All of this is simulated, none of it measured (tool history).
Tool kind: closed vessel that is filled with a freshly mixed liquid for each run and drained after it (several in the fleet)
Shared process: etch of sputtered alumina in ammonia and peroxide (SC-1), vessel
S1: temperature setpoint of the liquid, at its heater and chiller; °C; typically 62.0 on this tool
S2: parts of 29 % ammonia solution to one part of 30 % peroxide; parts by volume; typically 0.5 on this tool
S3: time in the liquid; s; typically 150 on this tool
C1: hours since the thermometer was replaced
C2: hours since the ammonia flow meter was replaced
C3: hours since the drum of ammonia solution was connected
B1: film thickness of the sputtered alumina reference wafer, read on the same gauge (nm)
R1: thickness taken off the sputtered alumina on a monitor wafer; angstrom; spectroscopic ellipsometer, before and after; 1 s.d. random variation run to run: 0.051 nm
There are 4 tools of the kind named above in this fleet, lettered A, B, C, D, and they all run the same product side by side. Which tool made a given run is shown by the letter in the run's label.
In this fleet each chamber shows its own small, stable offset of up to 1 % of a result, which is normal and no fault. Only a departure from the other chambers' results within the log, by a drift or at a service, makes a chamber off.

run 1C day=0.288 | S1=62.0 S2=0.5 S3=150 | C1=245.0 C2=150.2 C3=724.7 | B1=40.012 | R1=164.32
run 2B day=0.550 | S1=62.0 S2=0.5 S3=150 | C1=1275.8 C2=763.4 C3=217.0 | B1=40.037 | R1=166.99
run 3D day=0.896 | S1=62.0 S2=0.5 S3=150 | C1=1463.2 C2=1076.4 C3=186.9 | B1=39.985 | R1=166.47
run 4A day=1.225 | S1=62.0 S2=0.5 S3=150 | C1=1330.2 C2=87.2 C3=625.2 | B1=39.993 | R1=166.67
run 5C day=1.483 | S1=62.0 S2=0.5 S3=150 | C1=273.7 C2=178.9 C3=753.4 | B1=39.959 | R1=165.30
run 6A day=1.850 | S1=62.0 S2=0.5 S3=150 | C1=1345.2 C2=102.2 C3=640.2 | B1=40.000 | R1=164.74
run 7D day=2.196 | S1=62.0 S2=0.5 S3=150 | C1=1494.4 C2=1107.6 C3=218.1 | B1=39.993 | R1=166.97
run 8B day=2.700 | S1=62.0 S2=0.5 S3=150 | C1=1327.4 C2=815.0 C3=268.6 | B1=40.009 | R1=167.26
run 9C day=2.950 | S1=62.0 S2=0.5 S3=150 | C1=308.9 C2=214.1 C3=788.6 | B1=39.993 | R1=165.00
run 10A day=3.217 | S1=62.0 S2=0.5 S3=150 | C1=1378.0 C2=135.0 C3=673.0 | B1=40.004 | R1=164.85
run 11D day=3.508 | S1=62.0 S2=0.5 S3=150 | C1=1525.9 C2=1139.1 C3=249.6 | B1=39.989 | R1=167.42
run 12B day=3.829 | S1=62.0 S2=0.5 S3=150 | C1=1354.5 C2=842.1 C3=295.7 | B1=40.013 | R1=167.14
run 13B day=4.333 | S1=62.0 S2=0.5 S3=150 | C1=1366.6 C2=854.2 C3=307.8 | B1=40.004 | R1=167.15
run 14D day=4.558 | S1=62.0 S2=0.5 S3=150 | C1=1551.1 C2=1164.3 C3=274.8 | B1=39.981 | R1=167.63
-- day=4.800 chamber B: new drum of ammonia solution connected
run 15A day=4.854 | S1=62.0 S2=0.5 S3=150 | C1=1417.3 C2=174.3 C3=712.3 | B1=39.998 | R1=164.20
run 16C day=5.212 | S1=62.0 S2=0.5 S3=150 | C1=363.2 C2=268.4 C3=842.9 | B1=40.010 | R1=165.86
run 17B day=5.542 | S1=62.0 S2=0.5 S3=150 | C1=1395.6 C2=883.2 C3=17.8 | B1=39.996 | R1=166.72
run 18C day=5.954 | S1=62.0 S2=0.5 S3=150 | C1=381.0 C2=286.2 C3=860.7 | B1=40.019 | R1=164.81
run 19A day=6.392 | S1=62.0 S2=0.5 S3=150 | C1=1454.2 C2=211.2 C3=749.2 | B1=39.991 | R1=166.12
run 20D day=6.783 | S1=62.0 S2=0.5 S3=150 | C1=1604.5 C2=1217.7 C3=328.2 | B1=40.000 | R1=169.23
run 21C day=7.192 | S1=68.0 S2=0.4 S3=150 | C1=410.7 C2=315.9 C3=890.4 | B1=39.952 | R1=218.39
-- day=7.342 chamber D: new drum of ammonia solution connected
run 22D day=7.642 | S1=68.0 S2=0.4 S3=150 | C1=1625.1 C2=1238.3 C3=7.3 | B1=40.021 | R1=223.48
run 23B day=8.021 | S1=68.0 S2=0.4 S3=150 | C1=1455.1 C2=942.7 C3=77.3 | B1=39.973 | R1=221.78
run 24A day=8.254 | S1=68.0 S2=0.4 S3=150 | C1=1498.9 C2=255.9 C3=793.9 | B1=39.992 | R1=218.68
run 25A day=8.642 | S1=62.0 S2=0.5 S3=150 | C1=1508.2 C2=265.2 C3=803.2 | B1=40.034 | R1=165.70
run 26D day=9.150 | S1=62.0 S2=0.5 S3=150 | C1=1661.3 C2=1274.5 C3=43.5 | B1=39.989 | R1=172.14
run 27C day=9.612 | S1=62.0 S2=0.5 S3=150 | C1=468.8 C2=374.0 C3=948.5 | B1=39.978 | R1=166.34
run 28B day=10.033 | S1=54.5 S2=0.5 S3=150 | C1=1503.4 C2=991.0 C3=125.6 | B1=39.966 | R1=112.75
run 29D day=10.425 | S1=54.5 S2=0.5 S3=150 | C1=1691.9 C2=1305.1 C3=74.1 | B1=40.043 | R1=118.64
run 30C day=10.679 | S1=54.5 S2=0.5 S3=150 | C1=494.4 C2=399.6 C3=974.1 | B1=40.004 | R1=111.44
run 31A day=11.021 | S1=54.5 S2=0.5 S3=150 | C1=1565.3 C2=322.3 C3=860.3 | B1=40.027 | R1=111.88
run 32B day=11.492 | S1=62.0 S2=0.5 S3=150 | C1=1538.4 C2=1026.0 C3=160.6 | B1=39.994 | R1=166.43
run 33A day=11.812 | S1=62.0 S2=0.5 S3=150 | C1=1584.3 C2=341.3 C3=879.3 | B1=40.007 | R1=165.50
run 34B day=12.125 | S1=62.0 S2=0.5 S3=150 | C1=1553.6 C2=1041.2 C3=175.8 | B1=40.009 | R1=167.29

Next, all 4 chambers run the settings below, one line each with question marks for the results. What does each chamber give?
run 35A day=12.492 | S1=62.0 S2=0.5 S3=150 | R1=?
run 35B day=12.492 | S1=62.0 S2=0.5 S3=150 | R1=?
run 35C day=12.492 | S1=62.0 S2=0.5 S3=150 | R1=?
run 35D day=12.492 | S1=62.0 S2=0.5 S3=150 | R1=?

run=35A R1=165.92
run=35B R1=167.70
run=35C R1=165.33
run=35D R1=174.55
